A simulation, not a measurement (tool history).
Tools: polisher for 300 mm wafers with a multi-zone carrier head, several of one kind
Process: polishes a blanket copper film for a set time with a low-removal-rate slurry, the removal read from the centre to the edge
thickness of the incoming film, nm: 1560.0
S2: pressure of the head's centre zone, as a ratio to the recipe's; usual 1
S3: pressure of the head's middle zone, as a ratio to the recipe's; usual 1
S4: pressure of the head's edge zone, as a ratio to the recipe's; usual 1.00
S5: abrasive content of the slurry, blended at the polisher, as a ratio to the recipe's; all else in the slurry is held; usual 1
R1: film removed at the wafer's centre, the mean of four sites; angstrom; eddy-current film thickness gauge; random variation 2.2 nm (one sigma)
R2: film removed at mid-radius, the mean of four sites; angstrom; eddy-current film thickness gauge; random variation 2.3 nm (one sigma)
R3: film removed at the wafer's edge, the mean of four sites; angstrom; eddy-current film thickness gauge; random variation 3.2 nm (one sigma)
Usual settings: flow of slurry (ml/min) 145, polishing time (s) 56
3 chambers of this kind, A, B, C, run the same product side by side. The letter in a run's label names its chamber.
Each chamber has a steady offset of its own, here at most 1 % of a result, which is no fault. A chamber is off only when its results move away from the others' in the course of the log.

At hour 3.4: chamber B: worn pad replaced by a new one.
Run 1B, hour 6.8: usual settings. Result: R1 2113.1 angstrom, R2 2135.4 angstrom, R3 2178.6 angstrom.
Run 2A, hour 13.1: usual settings. Result: R1 2123.8 angstrom, R2 2168.9 angstrom, R3 2121.1 angstrom.
Run 3C, hour 16.4: usual settings. Result: R1 2137.6 angstrom, R2 2141.5 angstrom, R3 2141.3 angstrom.
Run 4C, hour 23.7: usual settings. Result: R1 2168.0 angstrom, R2 2189.0 angstrom, R3 2098.5 angstrom.
Run 5A, hour 29.8: usual settings. Result: R1 2168.4 angstrom, R2 2127.2 angstrom, R3 2110.6 angstrom.
Run 6B, hour 35.8: usual settings. Result: R1 2148.8 angstrom, R2 2167.2 angstrom, R3 2127.7 angstrom.
Run 7B, hour 41.7: usual settings. Result: R1 2116.1 angstrom, R2 2150.6 angstrom, R3 2193.1 angstrom.
At hour 45.6: chamber A: slurry nozzle cleaned.
At hour 46.3: chamber A: worn pad replaced by a new one.
Run 8A, hour 48.8: usual settings. Result: R1 2129.2 angstrom, R2 2147.7 angstrom, R3 2125.2 angstrom.
Run 9C, hour 52.7: usual settings. Result: R1 2148.7 angstrom, R2 2151.5 angstrom, R3 2196.5 angstrom.
Run 10A, hour 56.1: usual settings. Result: R1 2162.3 angstrom, R2 2173.1 angstrom, R3 2092.6 angstrom.
Run 11B, hour 62.6: usual settings. Result: R1 2141.6 angstrom, R2 2118.0 angstrom, R3 2182.2 angstrom.
Run 12C, hour 66.7: usual settings. Result: R1 2106.4 angstrom, R2 2125.5 angstrom, R3 2185.3 angstrom.
Run 13A, hour 71.8: usual settings. Result: R1 2159.1 angstrom, R2 2129.2 angstrom, R3 2088.1 angstrom.
Run 14C, hour 75.6: usual settings. Result: R1 2092.6 angstrom, R2 2130.5 angstrom, R3 2129.0 angstrom.
Run 15B, hour 79.7: usual settings. Result: R1 2136.9 angstrom, R2 2093.1 angstrom, R3 2173.8 angstrom.
At hour 83.3: chamber C: centre zone pressure recalibrated.
Run 16A, hour 83.9: usual settings. Result: R1 2249.5 angstrom, R2 2136.9 angstrom, R3 2163.6 angstrom.
Run 17B, hour 88.1: usual settings. Result: R1 2167.5 angstrom, R2 2158.2 angstrom, R3 2213.3 angstrom.
At hour 88.6: chamber B: worn pad replaced by a new one.
Run 18C, hour 93.6: usual settings. Result: R1 2123.9 angstrom, R2 2149.4 angstrom, R3 2063.1 angstrom.
Run 19C, hour 97.5: usual settings. Result: R1 2107.6 angstrom, R2 2147.9 angstrom, R3 2095.6 angstrom.
Run 20A, hour 101.4: usual settings. Result: R1 2213.8 angstrom, R2 2128.5 angstrom, R3 2135.8 angstrom.
Run 21B, hour 108.0: usual settings. Result: R1 2097.4 angstrom, R2 2151.4 angstrom, R3 2163.1 angstrom.
At hour 112.8: chamber C: worn pad replaced by a new one.
Run 22B, hour 113.1: usual settings. Result: R1 2134.1 angstrom, R2 2119.9 angstrom, R3 2192.9 angstrom.
Run 23A, hour 117.9: usual settings. Result: R1 2276.1 angstrom, R2 2170.8 angstrom, R3 2104.2 angstrom.
Run 24C, hour 125.2: usual settings. Result: R1 2143.4 angstrom, R2 2173.0 angstrom, R3 2090.4 angstrom.
Run 25A, hour 132.0: usual settings. Result: R1 2276.7 angstrom, R2 2202.5 angstrom, R3 2098.5 angstrom.
Run 26C, hour 135.4: usual settings. Result: R1 2135.2 angstrom, R2 2148.3 angstrom, R3 2194.3 angstrom.
Run 27B, hour 140.0: usual settings. Result: R1 2146.3 angstrom, R2 2157.6 angstrom, R3 2103.5 angstrom.
Run 28A, hour 144.3: usual settings but flow of slurry (ml/min) 175, S4 1.08. Result: R1 2430.5 angstrom, R2 2251.5 angstrom, R3 2228.1 angstrom.
Run 29B, hour 151.6: usual settings but flow of slurry (ml/min) 175, S4 1.08. Result: R1 2240.8 angstrom, R2 2235.0 angstrom, R3 2313.2 angstrom.
Run 30C, hour 155.7: usual settings but flow of slurry (ml/min) 175, S4 1.08. Result: R1 2231.0 angstrom, R2 2253.5 angstrom, R3 2256.0 angstrom.
Run 31B, hour 162.3: usual settings. Result: R1 2160.8 angstrom, R2 2152.1 angstrom, R3 2168.4 angstrom.
Run 32C, hour 166.0: usual settings. Result: R1 2105.8 angstrom, R2 2158.6 angstrom, R3 2123.4 angstrom.
Run 33A, hour 172.3: usual settings. Result: R1 2391.1 angstrom, R2 2120.8 angstrom, R3 2138.2 angstrom.
Run 34C, hour 177.9: usual settings. Result: R1 2167.9 angstrom, R2 2161.0 angstrom, R3 2088.1 angstrom.

What goes on in this fleet: one chamber off, a drifting gauge, or nothing beyond the chambers' own small offsets? Name the chamber and the cause, if any.

Chamber A drifts away from the others.
Cause: centre zone's pressure above its setpoint, % = 10.9.

Here are 4 candidates for chamber A's next run, each the usual settings with a change, their results left as question marks. Which one brings its results back in line with what the others give on the usual settings?
In line means no further than this from the other chambers' mean on the usual settings: R1 78.0 angstrom; R2 80.0 angstrom; R3 110.0 angstrom
Run 35A-1, hour 183.2: usual settings but flow of slurry (ml/min) 135, S2 0.90, S3 1.01, S4 1.04. Result: R1 ?, R2 ?, R3 ?.
Run 35A-2, hour 183.2: usual settings but flow of slurry (ml/min) 140, S2 0.97, S3 1.01, S4 1.01. Result: R1 ?, R2 ?, R3 ?.
Run 35A-3, hour 183.2: usual settings but flow of slurry (ml/min) 155, S2 1.10, S3 0.99, S4 0.96. Result: R1 ?, R2 ?, R3 ?.
Run 35A-4, hour 183.2: usual settings but flow of slurry (ml/min) 150, S2 1.03, S3 0.99, S4 0.99. Result: R1 ?, R2 ?, R3 ?.

The other chambers' mean on the usual settings: R1 2136.0 angstrom; R2 2141.5 angstrom; R3 2142.0 angstrom
  run      R1      R2      R3
35A-1  2119.4  2142.3  2157.4
35A-2  2317.3  2158.0  2135.7
35A-3  2710.9  2160.0  2110.5
35A-4  2509.6  2147.4  2135.0
35A-1 brings the chamber back in line.
